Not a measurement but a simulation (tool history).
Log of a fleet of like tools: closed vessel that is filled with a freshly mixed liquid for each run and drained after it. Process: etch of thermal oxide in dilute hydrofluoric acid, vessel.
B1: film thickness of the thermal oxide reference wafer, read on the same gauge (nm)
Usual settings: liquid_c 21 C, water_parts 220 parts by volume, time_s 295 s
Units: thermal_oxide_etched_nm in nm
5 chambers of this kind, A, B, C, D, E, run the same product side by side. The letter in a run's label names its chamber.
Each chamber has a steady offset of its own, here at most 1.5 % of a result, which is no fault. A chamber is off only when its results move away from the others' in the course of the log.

{"run": "1E", "hour": 3.0, "liquid_c": 21, "water_parts": 220, "time_s": 295, "B1": 149.99, "thermal_oxide_etched_nm": 4.8351}
{"run": "2A", "hour": 7.5, "liquid_c": 21, "water_parts": 220, "time_s": 295, "B1": 149.99, "thermal_oxide_etched_nm": 4.8218}
{"run": "3D", "hour": 13.3, "liquid_c": 21, "water_parts": 220, "time_s": 295, "B1": 149.99, "thermal_oxide_etched_nm": 4.8616}
{"run": "4C", "hour": 16.5, "liquid_c": 21, "water_parts": 220, "time_s": 295, "B1": 150.02, "thermal_oxide_etched_nm": 4.7527}
{"run": "5B", "hour": 21.7, "liquid_c": 17, "water_parts": 220, "time_s": 125, "B1": 149.99, "thermal_oxide_etched_nm": 1.7296}
{"run": "6A", "hour": 25.4, "liquid_c": 17, "water_parts": 220, "time_s": 125, "B1": 150.01, "thermal_oxide_etched_nm": 1.7685}
{"run": "7D", "hour": 29.3, "liquid_c": 17, "water_parts": 220, "time_s": 125, "B1": 150, "thermal_oxide_etched_nm": 1.7424}
{"run": "8B", "hour": 34.2, "liquid_c": 17, "water_parts": 220, "time_s": 125, "B1": 149.97, "thermal_oxide_etched_nm": 1.7292}
{"run": "9E", "hour": 40.3, "liquid_c": 17, "water_parts": 220, "time_s": 125, "B1": 150.01, "thermal_oxide_etched_nm": 1.7542}
{"run": "10C", "hour": 45.7, "liquid_c": 21, "water_parts": 220, "time_s": 295, "B1": 149.99, "thermal_oxide_etched_nm": 4.7805}
{"run": "11B", "hour": 49.3, "liquid_c": 21, "water_parts": 220, "time_s": 295, "B1": 150.01, "thermal_oxide_etched_nm": 4.7803}
{"run": "12A", "hour": 53.2, "liquid_c": 21, "water_parts": 220, "time_s": 295, "B1": 150.01, "thermal_oxide_etched_nm": 4.8541}
{"run": "13E", "hour": 59.0, "liquid_c": 21, "water_parts": 220, "time_s": 295, "B1": 150.01, "thermal_oxide_etched_nm": 4.7717}
{"run": "14C", "hour": 64.4, "liquid_c": 21, "water_parts": 220, "time_s": 295, "B1": 149.98, "thermal_oxide_etched_nm": 4.6874}
{"run": "15D", "hour": 69.0, "liquid_c": 21, "water_parts": 220, "time_s": 295, "B1": 150, "thermal_oxide_etched_nm": 4.8473}
{"run": "16D", "hour": 75.2, "liquid_c": 21, "water_parts": 220, "time_s": 295, "B1": 149.99, "thermal_oxide_etched_nm": 4.8135}
{"run": "17C", "hour": 80.4, "liquid_c": 21, "water_parts": 220, "time_s": 295, "B1": 150, "thermal_oxide_etched_nm": 4.7805}
{"run": "18B", "hour": 83.6, "liquid_c": 21, "water_parts": 220, "time_s": 295, "B1": 149.99, "thermal_oxide_etched_nm": 4.8143}
{"run": "19E", "hour": 88.4, "liquid_c": 25, "water_parts": 220, "time_s": 385, "B1": 150.03, "thermal_oxide_etched_nm": 7.3136}
{"run": "20A", "hour": 93.2, "liquid_c": 25, "water_parts": 220, "time_s": 385, "B1": 150, "thermal_oxide_etched_nm": 7.1985}
{"run": "21B", "hour": 99.2, "liquid_c": 25, "water_parts": 220, "time_s": 385, "B1": 149.99, "thermal_oxide_etched_nm": 7.2937}
{"run": "22E", "hour": 102.9, "liquid_c": 25, "water_parts": 220, "time_s": 385, "B1": 150, "thermal_oxide_etched_nm": 7.3585}
{"run": "23A", "hour": 108.5, "liquid_c": 25, "water_parts": 220, "time_s": 385, "B1": 149.98, "thermal_oxide_etched_nm": 7.3501}
{"run": "24C", "hour": 111.8, "liquid_c": 21, "water_parts": 290, "time_s": 140, "B1": 150.01, "thermal_oxide_etched_nm": 1.6146}
{"run": "25D", "hour": 116.5, "liquid_c": 21, "water_parts": 290, "time_s": 140, "B1": 150, "thermal_oxide_etched_nm": 1.6035}
{"run": "26D", "hour": 120.4, "liquid_c": 21, "water_parts": 290, "time_s": 140, "B1": 150.02, "thermal_oxide_etched_nm": 1.6084}
{"run": "27C", "hour": 125.4, "liquid_c": 21, "water_parts": 290, "time_s": 140, "B1": 150, "thermal_oxide_etched_nm": 1.6068}
{"run": "28E", "hour": 131.7, "liquid_c": 21, "water_parts": 290, "time_s": 140, "B1": 150, "thermal_oxide_etched_nm": 1.6346}
{"run": "29A", "hour": 137.1, "liquid_c": 21, "water_parts": 220, "time_s": 455, "B1": 150.01, "thermal_oxide_etched_nm": 7.4201}
{"run": "30B", "hour": 140.3, "liquid_c": 21, "water_parts": 220, "time_s": 455, "B1": 150, "thermal_oxide_etched_nm": 7.8216}
{"run": "31D", "hour": 143.3, "liquid_c": 21, "water_parts": 220, "time_s": 455, "B1": 150.01, "thermal_oxide_etched_nm": 7.4354}
{"run": "32A", "hour": 148.3, "liquid_c": 21, "water_parts": 220, "time_s": 455, "B1": 150.02, "thermal_oxide_etched_nm": 7.5203}
{"run": "33B", "hour": 153.7, "liquid_c": 21, "water_parts": 220, "time_s": 455, "B1": 149.99, "thermal_oxide_etched_nm": 7.9138}
{"run": "34E", "hour": 158.5, "liquid_c": 21, "water_parts": 220, "time_s": 295, "B1": 150.02, "thermal_oxide_etched_nm": 4.835}
{"run": "35C", "hour": 164.8, "liquid_c": 17.5, "water_parts": 155, "time_s": 295, "B1": 150, "thermal_oxide_etched_nm": 6.2043}
{"run": "36A", "hour": 170.3, "liquid_c": 17.5, "water_parts": 155, "time_s": 295, "B1": 150, "thermal_oxide_etched_nm": 6.3793}
{"run": "37C", "hour": 174.2, "liquid_c": 17.5, "water_parts": 155, "time_s": 295, "B1": 149.98, "thermal_oxide_etched_nm": 6.2351}

Is one chamber off against the others, does the gauge drift, or is nothing wrong? If a chamber is off, say which, and what the likeliest cause is.

Chamber B drifts away from the others.
Cause: liquid hotter than its thermometer reads (K) = 2.16.
The log may not tell that from: hydrofluoric acid flow above the setpoint (%).

Here are 4 candidates for chamber B's next run, each the usual settings with a change, their results left as question marks. Which one brings its results back in line with what the others give on the usual settings?
In line means no further than this from the other chambers' mean on the usual settings: thermal_oxide_etched_nm 0.14 nm
{"run": "38B-1", "hour": 178.9, "liquid_c": 21, "water_parts": 220, "time_s": 300, "thermal_oxide_etched_nm": "?"}
{"run": "38B-2", "hour": 178.9, "liquid_c": 21, "water_parts": 220, "time_s": 275, "thermal_oxide_etched_nm": "?"}
{"run": "38B-3", "hour": 178.9, "liquid_c": 21, "water_parts": 220, "time_s": 290, "thermal_oxide_etched_nm": "?"}
{"run": "38B-4", "hour": 178.9, "liquid_c": 21, "water_parts": 215, "time_s": 305, "thermal_oxide_etched_nm": "?"}

The other chambers' mean on the usual settings: thermal_oxide_etched_nm 4.8116 nm
run=38B-1 thermal_oxide_etched_nm=5.2551
run=38B-2 thermal_oxide_etched_nm=4.8172
run=38B-3 thermal_oxide_etched_nm=5.0799
run=38B-4 thermal_oxide_etched_nm=5.4948
38B-2 brings the chamber back in line.

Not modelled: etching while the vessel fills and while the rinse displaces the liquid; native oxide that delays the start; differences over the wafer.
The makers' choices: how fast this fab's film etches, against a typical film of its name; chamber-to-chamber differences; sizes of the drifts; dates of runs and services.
